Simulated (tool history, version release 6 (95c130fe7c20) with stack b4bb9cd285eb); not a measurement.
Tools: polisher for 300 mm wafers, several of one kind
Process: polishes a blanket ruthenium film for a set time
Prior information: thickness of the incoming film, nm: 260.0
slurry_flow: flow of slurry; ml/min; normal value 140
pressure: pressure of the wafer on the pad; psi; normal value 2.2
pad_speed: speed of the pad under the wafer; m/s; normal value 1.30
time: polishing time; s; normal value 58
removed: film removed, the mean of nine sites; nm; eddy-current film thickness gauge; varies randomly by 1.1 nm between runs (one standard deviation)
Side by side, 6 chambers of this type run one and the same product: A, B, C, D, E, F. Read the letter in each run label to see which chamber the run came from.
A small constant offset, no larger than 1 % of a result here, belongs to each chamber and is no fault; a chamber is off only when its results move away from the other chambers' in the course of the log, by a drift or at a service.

run     day  slurry_flow  pressure  pad_speed  time  wafers polished on this pad  hours since the slurry nozzle was cleaned  hours since the head pressure was calibrated  removed
      0.254  -- chamber B: worn pad replaced by a new one
 1B   0.304          140       2.2       1.30    58                           10                                       57.9                                         119.6  107.780
 2E   0.671          140       2.2       1.30    58                          521                                      329.8                                         932.4  108.300
      0.779  -- chamber F: slurry nozzle cleaned
 3A   0.896          140       2.2       1.30    58                          350                                      191.2                                        1016.0  106.450
 4D   1.246          140       2.2       1.30    58                          818                                      342.7                                         443.5  109.450
      1.425  -- chamber E: worn pad replaced by a new one
 5F   1.608          140       2.2       1.30    58                         1130                                       19.9                                         920.0  104.930
 6C   1.883          140       2.2       1.30    58                          523                                      436.7                                         289.8  105.220
      2.071  -- chamber D: worn pad replaced by a new one
 7E   2.262          140       2.2       1.30    58                          169                                      368.0                                         970.6  107.720
      2.338  -- chamber E: head pressure recalibrated
 8C   2.608          140       2.2       1.30    58                          668                                      454.1                                         307.2  106.240
      2.883  -- chamber A: head pressure recalibrated
 9F   2.992          140       2.2       0.98    58                         1408                                       53.1                                         953.2   78.138
      3.071  -- chamber A: worn pad replaced by a new one
10B   3.317          140       2.2       0.98    58                          615                                      130.2                                         191.9   80.911
      3.392  -- chamber D: slurry nozzle cleaned
11D   3.612          140       2.2       0.98    58                          310                                        5.3                                         500.3   81.262
12A   3.825          140       2.2       0.98    58                          152                                      261.5                                          22.7   80.483
      3.938  -- chamber C: worn pad replaced by a new one
13E   4.212          140       2.2       0.98    58                          561                                      414.8                                          45.0   82.179
14A   4.442          140       2.2       0.98    58                          275                                      276.3                                          37.5   80.011
      4.529  -- chamber E: worn pad replaced by a new one
15D   4.812          140       2.2       0.98    58                          551                                       34.1                                         529.1   81.312
      4.950  -- chamber A: slurry nozzle cleaned
16B   5.038          140       2.2       0.98    58                          961                                      171.5                                         233.2   80.277
17C   5.221          140       2.2       0.98    58                          258                                      516.8                                         369.9   82.280
18F   5.417          140       2.2       0.98    58                         1896                                      111.3                                        1011.4   75.797
19B   5.629          140       2.2       0.98    58                         1080                                      185.7                                         247.4   80.674
20F   5.850          140       2.2       0.98    58                         1983                                      121.7                                        1021.8   76.593
21C   6.067          140       2.2       1.30    58                          428                                      537.1                                         390.2  108.210
22A   6.242          140       2.2       1.30    58                          637                                       31.1                                          80.7  104.060
      6.546  -- chamber C: slurry nozzle cleaned
23E   6.625          140       2.2       1.30    58                          421                                      472.7                                         102.9  106.150
24D   6.808          140       2.2       1.30    58                          952                                       82.0                                         577.0  107.410
      6.892  -- chamber D: worn pad replaced by a new one
      7.017  -- chamber B: head pressure recalibrated
25E   7.046          140       2.2       1.30    58                          506                                      482.8                                         113.0  108.490
      7.142  -- chamber A: worn pad replaced by a new one
26B   7.454          140       2.2       1.30    58                         1447                                      229.5                                          10.5  108.470
      7.562  -- chamber E: worn pad replaced by a new one
      7.788  -- chamber C: worn pad replaced by a new one
27F   7.800          140       2.2       1.30    58                         2375                                      168.5                                        1068.6   97.707
28D   8.092          140       2.2       1.30    58                          241                                      112.8                                         607.8  106.010
29A   8.308          140       2.8       1.54    58                          234                                       80.7                                         130.3  160.550
30C   8.538          140       2.8       1.54    58                          151                                       47.9                                         449.5  162.930
      8.550  -- chamber B: worn pad replaced by a new one
31F   8.779          140       2.8       1.54    58                         2571                                      192.0                                        1092.1  146.610
32A   9.129          140       2.8       1.54    58                          399                                      100.4                                         150.0  162.440
33C   9.404          140       2.8       1.54    58                          325                                       68.7                                         470.3  159.950
34B   9.767          140       2.8       1.54    58                          245                                      285.0                                          66.0  163.280
35D   9.983          140       2.2       1.30    58                          621                                      158.2                                         653.2  104.560
36E  10.346          140       2.2       1.30    58                          559                                      562.0                                         192.2  108.720
37A  10.567          115       2.2       1.30    58                          688                                      134.9                                         184.5  103.770
     10.683  -- chamber D: head pressure recalibrated
     10.833  -- chamber D: worn pad replaced by a new one
38F  10.933          115       2.2       1.30    58                         3004                                      243.7                                        1143.8   91.011
     10.946  -- chamber E: worn pad replaced by a new one
39C  11.250          115       2.2       1.30    58                          696                                      113.0                                         514.6  103.140
40E  11.579          115       2.2       1.30    58                          127                                      591.6                                         221.8  102.840
41D  11.942          115       2.2       1.30    58                          223                                      205.2                                          30.3  103.270

Decide between three cases: one chamber stands off from its peers, the gauge reading all wafers drifts, or nothing is wrong past each chamber's small offset. Where a chamber is off, say which and what most likely put it there.

It is chamber F that slowly wanders off from its peers.
Cause: removal rate lost through wear of the pad, % = 12.1.
The log might look much the same if the cause were instead: slurry flow missing at the pad, %; head's pressure below its setpoint, %.

Which of the 4 candidates below, each the usual settings with something changed and its results left as question marks, puts chamber F back in line with what the other chambers give on the usual settings?
In line means no further than this from the other chambers' mean on the usual settings: removed 3.900 nm
42F-1  12.238          145       2.5       1.30    64                                                                                                                              ?
42F-2  12.238          140       2.4       1.38    58                                                                                                                              ?
42F-3  12.238          135       2.2       1.04    58                                                                                                                              ?
42F-4  12.238          140       2.1       1.24    56                                                                                                                              ?

Average result of the remaining chambers running the usual settings: removed 107.270 nm
  run  removed
42F-1  117.250
42F-2  107.630
42F-3   73.423
42F-4   81.448
With 42F-2, the chamber falls back in line with the rest.
